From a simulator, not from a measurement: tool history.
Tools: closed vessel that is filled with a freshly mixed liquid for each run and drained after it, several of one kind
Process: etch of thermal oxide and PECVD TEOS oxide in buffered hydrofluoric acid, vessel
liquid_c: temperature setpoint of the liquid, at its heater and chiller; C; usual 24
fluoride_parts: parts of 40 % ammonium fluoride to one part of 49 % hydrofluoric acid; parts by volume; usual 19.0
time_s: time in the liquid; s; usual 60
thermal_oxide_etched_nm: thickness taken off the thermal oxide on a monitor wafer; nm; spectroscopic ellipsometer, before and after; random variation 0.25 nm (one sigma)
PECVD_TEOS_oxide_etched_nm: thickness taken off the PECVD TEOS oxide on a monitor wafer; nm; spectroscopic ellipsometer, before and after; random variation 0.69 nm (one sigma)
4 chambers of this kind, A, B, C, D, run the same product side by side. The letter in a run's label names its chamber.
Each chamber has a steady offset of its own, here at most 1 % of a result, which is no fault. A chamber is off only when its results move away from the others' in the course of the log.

run   hour  liquid_c  fluoride_parts  time_s  read-back film thickness of the thermal oxide reference wafer, read on the same gauge (nm)  read-back film thickness of the PECVD TEOS oxide reference wafer, read on the same gauge (nm)  thermal_oxide_etched_nm  PECVD_TEOS_oxide_etched_nm
 1D    6.5        24            19.0      60                                                                                      40.039                                                                                         80.005                   38.299                      86.559
 2B   12.8        24            19.0      60                                                                                      40.030                                                                                         80.001                   38.594                      88.189
 3C   24.7        24            19.0      60                                                                                      39.999                                                                                         80.006                   38.393                      87.374
 4A   35.8        24            19.0      60                                                                                      40.001                                                                                         80.002                   38.914                      86.907
 5B   47.9        24            19.0      60                                                                                      39.997                                                                                         79.997                   38.493                      88.578
 6D   59.2        24            23.5      60                                                                                      40.001                                                                                         79.996                   32.424                      74.730
 7C   68.2        24            23.5      60                                                                                      40.003                                                                                         80.005                   32.245                      74.066
 8A   77.5        24            23.5      60                                                                                      40.053                                                                                         79.992                   32.847                      74.885
 9D   83.5        24            23.5      60                                                                                      40.054                                                                                         79.993                   32.454                      73.943
10C   88.8        24            19.0      60                                                                                      40.031                                                                                         80.006                   38.354                      86.750
11A   96.4        24            19.0      60                                                                                      40.005                                                                                         80.009                   38.203                      86.131
12B  107.9        24            19.0      60                                                                                      40.014                                                                                         79.989                   39.124                      88.987
13A  116.5        24            19.0      60                                                                                      39.989                                                                                         80.007                   38.222                      86.779
14C  126.5        24            19.0      60                                                                                      40.020                                                                                         79.994                   37.952                      86.483
15B  138.6        24            19.0      60                                                                                      39.993                                                                                         80.000                   38.913                      88.274
16D  149.1        24            19.0      60                                                                                      40.004                                                                                         79.987                   38.192                      86.748
17B  160.8        24            19.0      60                                                                                      39.979                                                                                         79.994                   38.286                      89.366
18D  170.3        24            19.0      60                                                                                      39.994                                                                                         79.998                   38.180                      88.453
19C  176.7        24            19.0      60                                                                                      39.992                                                                                         79.998                   38.607                      87.154
20A  188.2        22            17.0      60                                                                                      39.999                                                                                         80.016                   38.307                      87.114
21B  195.3        22            17.0      60                                                                                      39.984                                                                                         80.022                   38.650                      88.315
22A  204.1        22            17.0      60                                                                                      39.995                                                                                         80.005                   38.535                      86.644
23D  213.9        22            17.0      60                                                                                      39.959                                                                                         79.977                   38.068                      88.426
24C  225.4        24            19.0      70                                                                                      40.020                                                                                         80.022                   44.442                     101.390

What goes on in this fleet: one chamber off, a drifting gauge, or nothing beyond the chambers' own small offsets? Name the chamber and the cause, if any.

No chamber stands off beyond its own small offset, and the gauge holds steady.
